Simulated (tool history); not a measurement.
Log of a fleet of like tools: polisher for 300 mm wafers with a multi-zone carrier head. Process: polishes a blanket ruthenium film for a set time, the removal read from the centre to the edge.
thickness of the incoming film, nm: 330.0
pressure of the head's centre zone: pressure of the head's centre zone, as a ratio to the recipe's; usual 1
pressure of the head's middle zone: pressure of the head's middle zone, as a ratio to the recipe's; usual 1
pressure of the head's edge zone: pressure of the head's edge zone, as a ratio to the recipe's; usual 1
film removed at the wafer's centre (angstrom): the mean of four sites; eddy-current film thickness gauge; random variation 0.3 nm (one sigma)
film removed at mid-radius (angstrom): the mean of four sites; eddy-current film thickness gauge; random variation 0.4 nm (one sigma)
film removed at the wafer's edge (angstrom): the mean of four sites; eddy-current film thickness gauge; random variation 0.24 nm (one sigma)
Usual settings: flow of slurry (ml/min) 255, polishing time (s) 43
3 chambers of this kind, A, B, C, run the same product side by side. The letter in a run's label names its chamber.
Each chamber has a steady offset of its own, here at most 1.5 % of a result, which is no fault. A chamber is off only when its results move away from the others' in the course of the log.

| run | day | flow of slurry (ml/min) | pressure of the head's centre zone | pressure of the head's middle zone | pressure of the head's edge zone | polishing time (s) | wafers polished on this pad | hours since the slurry nozzle was cleaned | hours since the centre zone pressure was calibrated | hours since the edge zone pressure was calibrated | film removed at the wafer's centre (angstrom) | film removed at mid-radius (angstrom) | film removed at the wafer's edge (angstrom) |
|---|---|---|---|---|---|---|---|---|---|---|---|---|---|
|  | 0.592 | chamber C: worn pad replaced by a new one |
| 1B | 0.604 | 255 | 1 | 1 | 1 | 43 | 1161 | 456.8 | 431.6 | 343.7 | 282.62 | 280.94 | 283.44 |
| 2C | 1.167 | 255 | 1 | 1 | 1 | 43 | 240 | 217.7 | 421 | 468.7 | 283.93 | 274.42 | 276.1 |
| 3A | 1.708 | 255 | 1 | 1 | 1 | 43 | 968 | 353.6 | 145.5 | 368 | 280.18 | 280.17 | 279.21 |
| 4A | 2.062 | 255 | 1 | 1 | 1 | 43 | 1115 | 362.1 | 154 | 376.5 | 273.13 | 283.03 | 277.72 |
|  | 2.121 | chamber C: slurry nozzle cleaned |
|  | 2.129 | chamber A: worn pad replaced by a new one |
| 5B | 2.504 | 255 | 1 | 1 | 1 | 43 | 1952 | 502.4 | 477.2 | 389.3 | 281.68 | 287.74 | 285.58 |
| 6C | 3.038 | 255 | 1 | 1 | 1 | 43 | 1019 | 22.1 | 465.9 | 513.6 | 277.87 | 269.37 | 278.94 |
| 7C | 3.475 | 255 | 1 | 1 | 1 | 43 | 1201 | 32.6 | 476.4 | 524.1 | 281.62 | 277.41 | 285.8 |
|  | 3.512 | chamber C: worn pad replaced by a new one |
| 8B | 3.879 | 255 | 1 | 1 | 1 | 43 | 2524 | 535.4 | 510.2 | 422.3 | 285.92 | 276.32 | 285.4 |
|  | 4.033 | chamber A: slurry nozzle cleaned |
| 9A | 4.533 | 175 | 1 | 0.93 | 1 | 43 | 1001 | 12 | 213.3 | 435.8 | 262.8 | 247.17 | 268.37 |
|  | 5.112 | chamber A: worn pad replaced by a new one |
| 10B | 5.188 | 175 | 1 | 0.93 | 1 | 43 | 3069 | 566.8 | 541.6 | 453.7 | 270.99 | 253.26 | 272.32 |
| 11C | 5.571 | 175 | 1 | 0.93 | 1 | 43 | 858 | 82.9 | 526.7 | 574.4 | 267.61 | 252.84 | 265.89 |
| 12A | 5.921 | 255 | 1 | 1 | 1 | 43 | 337 | 45.3 | 246.6 | 469.1 | 277.27 | 283.05 | 281.48 |
| 13B | 6.262 | 255 | 1 | 1 | 1 | 43 | 3517 | 592.6 | 567.4 | 479.5 | 275.63 | 281.54 | 287.18 |
| 14C | 6.617 | 255 | 1 | 1 | 1 | 43 | 1293 | 108 | 551.8 | 599.5 | 282.78 | 273.32 | 277.91 |
|  | 6.754 | chamber C: worn pad replaced by a new one |
| 15A | 7.067 | 255 | 1 | 1 | 1 | 43 | 814 | 72.8 | 274.1 | 496.6 | 275.07 | 282.52 | 275.87 |
| 16A | 7.646 | 255 | 1 | 1 | 1 | 43 | 1055 | 86.7 | 288 | 510.5 | 278.87 | 274.48 | 277.29 |
|  | 8.179 | chamber A: worn pad replaced by a new one |
| 17C | 8.179 | 255 | 1 | 1 | 1 | 43 | 593 | 145.5 | 589.3 | 637 | 279.94 | 276.18 | 277.99 |
| 18B | 8.579 | 255 | 1 | 1 | 1 | 43 | 4481 | 648.2 | 623 | 535.1 | 274.62 | 272.79 | 277.95 |
| 19B | 8.9 | 255 | 1 | 1 | 1 | 43 | 4615 | 655.9 | 630.7 | 542.8 | 277.94 | 284.68 | 274.53 |
| 20A | 9.367 | 255 | 1 | 1 | 1 | 43 | 494 | 128 | 329.3 | 551.8 | 279.36 | 277.09 | 276.42 |
|  | 9.496 | chamber A: centre zone pressure recalibrated |
|  | 9.642 | chamber C: worn pad replaced by a new one |
| 21C | 9.738 | 255 | 1 | 1 | 1 | 29 | 40 | 182.9 | 626.7 | 674.4 | 191.15 | 189.34 | 190.17 |
| 22A | 10.288 | 255 | 1 | 1 | 1 | 29 | 878 | 150.1 | 19 | 573.9 | 183.51 | 187.22 | 186.8 |
|  | 10.529 | chamber C: centre zone pressure recalibrated |
| 23B | 10.717 | 255 | 1 | 1 | 1 | 29 | 5371 | 699.5 | 674.3 | 586.4 | 180.7 | 182.78 | 180.06 |
|  | 10.879 | chamber C: slurry nozzle cleaned |
| 24C | 11.167 | 255 | 1 | 1 | 0.95 | 43 | 635 | 7 | 15.4 | 708.7 | 277.26 | 280.87 | 270.37 |
|  | 11.417 | chamber A: worn pad replaced by a new one |
| 25B | 11.608 | 255 | 1 | 1 | 0.95 | 43 | 5743 | 720.9 | 695.7 | 607.8 | 264.3 | 274.24 | 262.12 |
| 26C | 12.038 | 255 | 1 | 1 | 0.95 | 43 | 998 | 27.9 | 36.3 | 729.6 | 279.05 | 282.14 | 271.67 |
| 27A | 12.529 | 255 | 1 | 1.07 | 1 | 43 | 464 | 203.9 | 72.8 | 627.7 | 277.45 | 304.74 | 277.88 |
|  | 12.629 | chamber C: worn pad replaced by a new one |
| 28B | 13.058 | 255 | 1 | 1.07 | 1 | 43 | 6346 | 755.7 | 730.5 | 642.6 | 257.66 | 280.28 | 262.92 |
| 29C | 13.692 | 255 | 1 | 1.07 | 1 | 43 | 442 | 67.6 | 76 | 769.3 | 284.72 | 292.73 | 279.3 |
| 30A | 14.067 | 300 | 1 | 1 | 1 | 43 | 1104 | 240.8 | 109.7 | 664.6 | 285.41 | 287.09 | 283.91 |
|  | 14.083 | chamber A: worn pad replaced by a new one |
| 31C | 14.712 | 300 | 1 | 1 | 1 | 43 | 867 | 92.1 | 100.5 | 793.8 | 289.75 | 289.17 | 281.43 |
| 32A | 15.121 | 300 | 1 | 1 | 1 | 43 | 432 | 266.1 | 135 | 689.9 | 277.79 | 289.64 | 284.39 |
| 33B | 15.421 | 220 | 1.05 | 1 | 1 | 43 | 7330 | 812.4 | 787.2 | 699.3 | 264.53 | 257.07 | 252.44 |

Next, every chamber runs the same settings. What will each give?
| 34A | 15.888 | 255 | 1 | 0.91 | 1 | 43 |  |  |  |  | ? | ? | ? |
| 34B | 15.888 | 255 | 1 | 0.91 | 1 | 43 |  |  |  |  | ? | ? | ? |
| 34C | 15.888 | 255 | 1 | 0.91 | 1 | 43 |  |  |  |  | ? | ? | ? |

| run | film removed at the wafer's centre (angstrom) | film removed at mid-radius (angstrom) | film removed at the wafer's edge (angstrom) |
|---|---|---|---|
| 34A | 269.32 | 252.59 | 278.39 |
| 34B | 254.35 | 238.35 | 255.56 |
| 34C | 281.74 | 253.77 | 281.99 |
